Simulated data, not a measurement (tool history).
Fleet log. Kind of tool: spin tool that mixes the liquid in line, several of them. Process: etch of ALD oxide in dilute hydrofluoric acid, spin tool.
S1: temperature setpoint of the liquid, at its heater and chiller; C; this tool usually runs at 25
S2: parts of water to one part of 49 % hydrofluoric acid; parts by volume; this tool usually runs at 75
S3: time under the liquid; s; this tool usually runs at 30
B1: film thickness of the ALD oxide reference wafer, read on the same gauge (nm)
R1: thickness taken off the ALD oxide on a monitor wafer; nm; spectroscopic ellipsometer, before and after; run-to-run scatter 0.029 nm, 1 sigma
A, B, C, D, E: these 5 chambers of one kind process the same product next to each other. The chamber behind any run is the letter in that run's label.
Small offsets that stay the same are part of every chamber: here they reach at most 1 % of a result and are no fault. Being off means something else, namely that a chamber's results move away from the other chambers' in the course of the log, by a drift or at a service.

Run 1E, hour 10.6: usual settings; B1 79.999. Result: R1 7.7865 nm.
Run 2B, hour 23.3: usual settings; B1 79.98. Result: R1 7.756 nm.
At hour 27: chamber A: hydrofluoric acid flow meter replaced.
Run 3C, hour 33: usual settings; B1 80.001. Result: R1 7.7393 nm.
Run 4A, hour 40.9: usual settings; B1 80.008. Result: R1 7.8551 nm.
Run 5D, hour 52.6: usual settings but S1 23 C, S2 95 parts by volume; B1 80.025. Result: R1 5.5182 nm.
Run 6E, hour 64.1: usual settings but S1 23 C, S2 95 parts by volume; B1 79.973. Result: R1 5.5431 nm.
Run 7C, hour 70.5: usual settings but S1 23 C, S2 95 parts by volume; B1 79.988. Result: R1 5.4613 nm.
Run 8A, hour 79.7: usual settings but S1 23 C, S2 95 parts by volume; B1 80.017. Result: R1 5.4884 nm.
At hour 87.3: chamber D: hydrofluoric acid flow meter replaced.
Run 9D, hour 89.7: usual settings but S1 23 C, S2 95 parts by volume; B1 80.028. Result: R1 5.5156 nm.
Run 10B, hour 98.6: usual settings; B1 80.016. Result: R1 7.7494 nm.
Run 11E, hour 109.2: usual settings; B1 79.965. Result: R1 7.7156 nm.
Run 12D, hour 119.5: usual settings; B1 79.958. Result: R1 7.7744 nm.
Run 13B, hour 127: usual settings; B1 80.006. Result: R1 7.7838 nm.
Run 14A, hour 138.4: usual settings; B1 80. Result: R1 7.8247 nm.
Run 15C, hour 144.9: usual settings but S1 23 C, S2 100 parts by volume; B1 80.027. Result: R1 5.1738 nm.
Run 16B, hour 157.4: usual settings but S1 23 C, S2 100 parts by volume; B1 80.012. Result: R1 5.2013 nm.
Run 17D, hour 163.2: usual settings but S1 23 C, S2 100 parts by volume; B1 80.015. Result: R1 5.2202 nm.
Run 18A, hour 172: usual settings but S1 23 C, S2 100 parts by volume; B1 79.994. Result: R1 5.2489 nm.
Run 19E, hour 177.8: usual settings but S1 23 C, S2 100 parts by volume; B1 79.999. Result: R1 5.2136 nm.
At hour 181: chamber E: hydrofluoric acid flow meter replaced.
Run 20C, hour 186.2: usual settings; B1 79.99. Result: R1 7.7293 nm.
Run 21E, hour 193: usual settings; B1 80.001. Result: R1 7.7554 nm.
Run 22A, hour 205.8: usual settings; B1 80.007. Result: R1 7.8282 nm.
Run 23D, hour 214.9: usual settings but S3 40 s; B1 79.989. Result: R1 10.395 nm.
Run 24B, hour 220.8: usual settings but S3 40 s; B1 80.016. Result: R1 10.312 nm.
Run 25C, hour 233.6: usual settings but S3 40 s; B1 79.992. Result: R1 10.262 nm.
Run 26C, hour 242.5: usual settings but S3 40 s; B1 79.99. Result: R1 10.342 nm.
Run 27D, hour 255.1: usual settings but S3 40 s; B1 79.984. Result: R1 10.352 nm.
Run 28E, hour 262.9: usual settings; B1 79.993. Result: R1 7.7668 nm.
Run 29B, hour 273.8: usual settings; B1 79.963. Result: R1 7.7171 nm.
Run 30A, hour 285.3: usual settings; B1 80.013. Result: R1 7.7853 nm.
Run 31E, hour 294.6: usual settings but S3 20 s; B1 79.994. Result: R1 5.1884 nm.
Run 32C, hour 304.1: usual settings but S3 20 s; B1 79.977. Result: R1 5.1522 nm.
At hour 309.5: chamber A: thermometer replaced.
Run 33A, hour 310: usual settings but S3 20 s; B1 80.006. Result: R1 5.2007 nm.
Run 34D, hour 315.7: usual settings but S3 20 s; B1 79.964. Result: R1 5.1869 nm.
Run 35B, hour 323: usual settings but S3 20 s; B1 79.995. Result: R1 5.1548 nm.
Run 36C, hour 334.7: usual settings; B1 79.991. Result: R1 7.7247 nm.
Run 37D, hour 341.1: usual settings; B1 80.019. Result: R1 7.7382 nm.
Run 38A, hour 353.7: usual settings but S1 27 C; B1 79.979. Result: R1 8.4333 nm.
Run 39B, hour 363.6: usual settings but S1 27 C; B1 80.023. Result: R1 8.4301 nm.
Run 40E, hour 371.7: usual settings but S1 27 C; B1 80.015. Result: R1 8.4086 nm.
Run 41E, hour 382.2: usual settings but S1 27 C; B1 80.026. Result: R1 8.4595 nm.
Run 42B, hour 392: usual settings but S1 27 C; B1 79.97. Result: R1 8.4406 nm.

All chambers now run identical settings, listed one chamber a line with results as question marks. What results will each chamber show?
Run 43A, hour 401.3: usual settings. Result: R1 ?.
Run 43B, hour 401.3: usual settings. Result: R1 ?.
Run 43C, hour 401.3: usual settings. Result: R1 ?.
Run 43D, hour 401.3: usual settings. Result: R1 ?.
Run 43E, hour 401.3: usual settings. Result: R1 ?.

run      R1
43A  7.8387
43B  7.7474
43C  7.7664
43D  7.7383
43E  7.7739
